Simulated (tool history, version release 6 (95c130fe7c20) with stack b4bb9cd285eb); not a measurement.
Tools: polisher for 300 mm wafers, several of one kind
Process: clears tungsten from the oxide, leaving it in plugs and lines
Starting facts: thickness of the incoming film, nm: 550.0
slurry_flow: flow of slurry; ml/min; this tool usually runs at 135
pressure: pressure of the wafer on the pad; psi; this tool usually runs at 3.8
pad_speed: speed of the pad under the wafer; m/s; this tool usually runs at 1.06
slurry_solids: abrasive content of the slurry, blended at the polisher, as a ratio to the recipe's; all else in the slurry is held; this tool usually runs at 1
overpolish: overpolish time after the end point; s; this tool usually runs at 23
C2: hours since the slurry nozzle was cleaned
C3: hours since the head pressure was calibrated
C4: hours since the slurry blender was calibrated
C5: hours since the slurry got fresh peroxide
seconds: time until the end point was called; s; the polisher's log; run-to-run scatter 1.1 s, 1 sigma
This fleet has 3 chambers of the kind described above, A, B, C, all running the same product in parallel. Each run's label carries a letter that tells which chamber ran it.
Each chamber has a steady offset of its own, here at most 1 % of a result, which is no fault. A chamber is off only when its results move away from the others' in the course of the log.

{"hour": 2.8, "done": "chamber B: worn pad replaced by a new one"}
{"hour": 3.2, "done": "chamber A: slurry blender recalibrated"}
{"run": "1B", "hour": 4.7, "slurry_flow": 135, "pressure": 3.8, "pad_speed": 1.06, "slurry_solids": 1, "overpolish": 23, "wafers polished on this pad": 17, "C2": 775.4, "C3": 901.9, "C4": 78.9, "C5": 43.2, "seconds": 90.123}
{"hour": 5.8, "done": "chamber C: slurry tank refilled with fresh slurry and peroxide"}
{"run": "2A", "hour": 14.6, "slurry_flow": 135, "pressure": 3.8, "pad_speed": 1.06, "slurry_solids": 1, "overpolish": 23, "wafers polished on this pad": 576, "C2": 235, "C3": 937.8, "C4": 11.5, "C5": 152.8, "seconds": 88.978}
{"run": "3C", "hour": 23.2, "slurry_flow": 135, "pressure": 3.8, "pad_speed": 1.06, "slurry_solids": 1, "overpolish": 23, "wafers polished on this pad": 402, "C2": 125, "C3": 666, "C4": 327.6, "C5": 17.5, "seconds": 91.291}
{"hour": 29.4, "done": "chamber B: head pressure recalibrated"}
{"run": "4B", "hour": 31.0, "slurry_flow": 135, "pressure": 3.8, "pad_speed": 1.06, "slurry_solids": 1, "overpolish": 23, "wafers polished on this pad": 247, "C2": 801.7, "C3": 1.7, "C4": 105.2, "C5": 69.5, "seconds": 90.324}
{"run": "5C", "hour": 39.8, "slurry_flow": 135, "pressure": 3.8, "pad_speed": 1.06, "slurry_solids": 1, "overpolish": 23, "wafers polished on this pad": 548, "C2": 141.6, "C3": 682.6, "C4": 344.2, "C5": 34.1, "seconds": 91.184}
{"hour": 40.5, "done": "chamber B: slurry nozzle cleaned"}
{"hour": 48.9, "done": "chamber A: slurry tank refilled with fresh slurry and peroxide"}
{"run": "6A", "hour": 50.0, "slurry_flow": 135, "pressure": 3.8, "pad_speed": 1.06, "slurry_solids": 1, "overpolish": 23, "wafers polished on this pad": 886, "C2": 270.4, "C3": 973.2, "C4": 46.9, "C5": 1.2, "seconds": 88.337}
{"hour": 54.2, "done": "chamber A: worn pad replaced by a new one"}
{"run": "7A", "hour": 57.7, "slurry_flow": 135, "pressure": 3.8, "pad_speed": 1.06, "slurry_solids": 0.75, "overpolish": 32, "wafers polished on this pad": 31, "C2": 278.1, "C3": 980.9, "C4": 54.6, "C5": 8.9, "seconds": 94.144}
{"run": "8B", "hour": 66.4, "slurry_flow": 135, "pressure": 3.8, "pad_speed": 1.06, "slurry_solids": 0.75, "overpolish": 32, "wafers polished on this pad": 558, "C2": 25.9, "C3": 37.1, "C4": 140.6, "C5": 104.9, "seconds": 93.891}
{"run": "9C", "hour": 75.6, "slurry_flow": 135, "pressure": 3.8, "pad_speed": 1.06, "slurry_solids": 0.75, "overpolish": 32, "wafers polished on this pad": 862, "C2": 177.4, "C3": 718.4, "C4": 380, "C5": 69.9, "seconds": 98.847}
{"run": "10C", "hour": 82.3, "slurry_flow": 135, "pressure": 4.8, "pad_speed": 1.06, "slurry_solids": 1.25, "overpolish": 23, "wafers polished on this pad": 920, "C2": 184.1, "C3": 725.1, "C4": 386.7, "C5": 76.6, "seconds": 69.789}
{"run": "11B", "hour": 89.6, "slurry_flow": 135, "pressure": 4.8, "pad_speed": 1.06, "slurry_solids": 1.25, "overpolish": 23, "wafers polished on this pad": 761, "C2": 49.1, "C3": 60.3, "C4": 163.8, "C5": 128.1, "seconds": 68.47}
{"hour": 95.2, "done": "chamber C: slurry nozzle cleaned"}
{"run": "12A", "hour": 98.0, "slurry_flow": 135, "pressure": 4.8, "pad_speed": 1.06, "slurry_solids": 1.25, "overpolish": 23, "wafers polished on this pad": 384, "C2": 318.4, "C3": 1021.2, "C4": 94.9, "C5": 49.2, "seconds": 67.592}
{"hour": 103.2, "done": "chamber B: worn pad replaced by a new one"}
{"run": "13A", "hour": 105.2, "slurry_flow": 135, "pressure": 3.8, "pad_speed": 1.06, "slurry_solids": 1, "overpolish": 23, "wafers polished on this pad": 447, "C2": 325.6, "C3": 1028.4, "C4": 102.1, "C5": 56.4, "seconds": 88.429}
{"run": "14B", "hour": 113.1, "slurry_flow": 135, "pressure": 3.8, "pad_speed": 1.06, "slurry_solids": 1, "overpolish": 23, "wafers polished on this pad": 86, "C2": 72.6, "C3": 83.8, "C4": 187.3, "C5": 151.6, "seconds": 91.144}
{"hour": 114.2, "done": "chamber C: slurry tank refilled with fresh slurry and peroxide"}
{"hour": 116.5, "done": "chamber B: slurry tank refilled with fresh slurry and peroxide"}
{"run": "15C", "hour": 120.7, "slurry_flow": 135, "pressure": 3.8, "pad_speed": 1.06, "slurry_solids": 1, "overpolish": 23, "wafers polished on this pad": 1257, "C2": 25.5, "C3": 763.5, "C4": 425.1, "C5": 6.5, "seconds": 97.022}
{"run": "16B", "hour": 129.2, "slurry_flow": 135, "pressure": 3.8, "pad_speed": 1.06, "slurry_solids": 1, "overpolish": 23, "wafers polished on this pad": 228, "C2": 88.7, "C3": 99.9, "C4": 203.4, "C5": 12.8, "seconds": 89.798}
{"hour": 130.2, "done": "chamber C: slurry blender recalibrated"}
{"run": "17A", "hour": 136.6, "slurry_flow": 135, "pressure": 3.8, "pad_speed": 1.06, "slurry_solids": 1, "overpolish": 23, "wafers polished on this pad": 723, "C2": 357, "C3": 1059.8, "C4": 133.5, "C5": 87.8, "seconds": 89.299}
{"run": "18C", "hour": 143.3, "slurry_flow": 135, "pressure": 3.8, "pad_speed": 1.06, "slurry_solids": 1, "overpolish": 23, "wafers polished on this pad": 1455, "C2": 48.1, "C3": 786.1, "C4": 13.1, "C5": 29.1, "seconds": 99.66}
{"run": "19C", "hour": 148.0, "slurry_flow": 135, "pressure": 3.8, "pad_speed": 1.06, "slurry_solids": 1, "overpolish": 23, "wafers polished on this pad": 1496, "C2": 52.8, "C3": 790.8, "C4": 17.8, "C5": 33.8, "seconds": 101.63}
{"run": "20B", "hour": 155.5, "slurry_flow": 135, "pressure": 3.8, "pad_speed": 1.06, "slurry_solids": 1, "overpolish": 23, "wafers polished on this pad": 458, "C2": 115, "C3": 126.2, "C4": 229.7, "C5": 39.1, "seconds": 89.387}

For the next run the whole fleet of 3 chambers uses the same settings. Give each chamber's results:
{"run": "21A", "hour": 163.1, "slurry_flow": 135, "pressure": 3.8, "pad_speed": 1.06, "slurry_solids": 0.8, "overpolish": 23, "seconds": "?"}
{"run": "21B", "hour": 163.1, "slurry_flow": 135, "pressure": 3.8, "pad_speed": 1.06, "slurry_solids": 0.8, "overpolish": 23, "seconds": "?"}
{"run": "21C", "hour": 163.1, "slurry_flow": 135, "pressure": 3.8, "pad_speed": 1.06, "slurry_solids": 0.8, "overpolish": 23, "seconds": "?"}

run=21A seconds=96.222
run=21B seconds=94.92
run=21C seconds=109.48
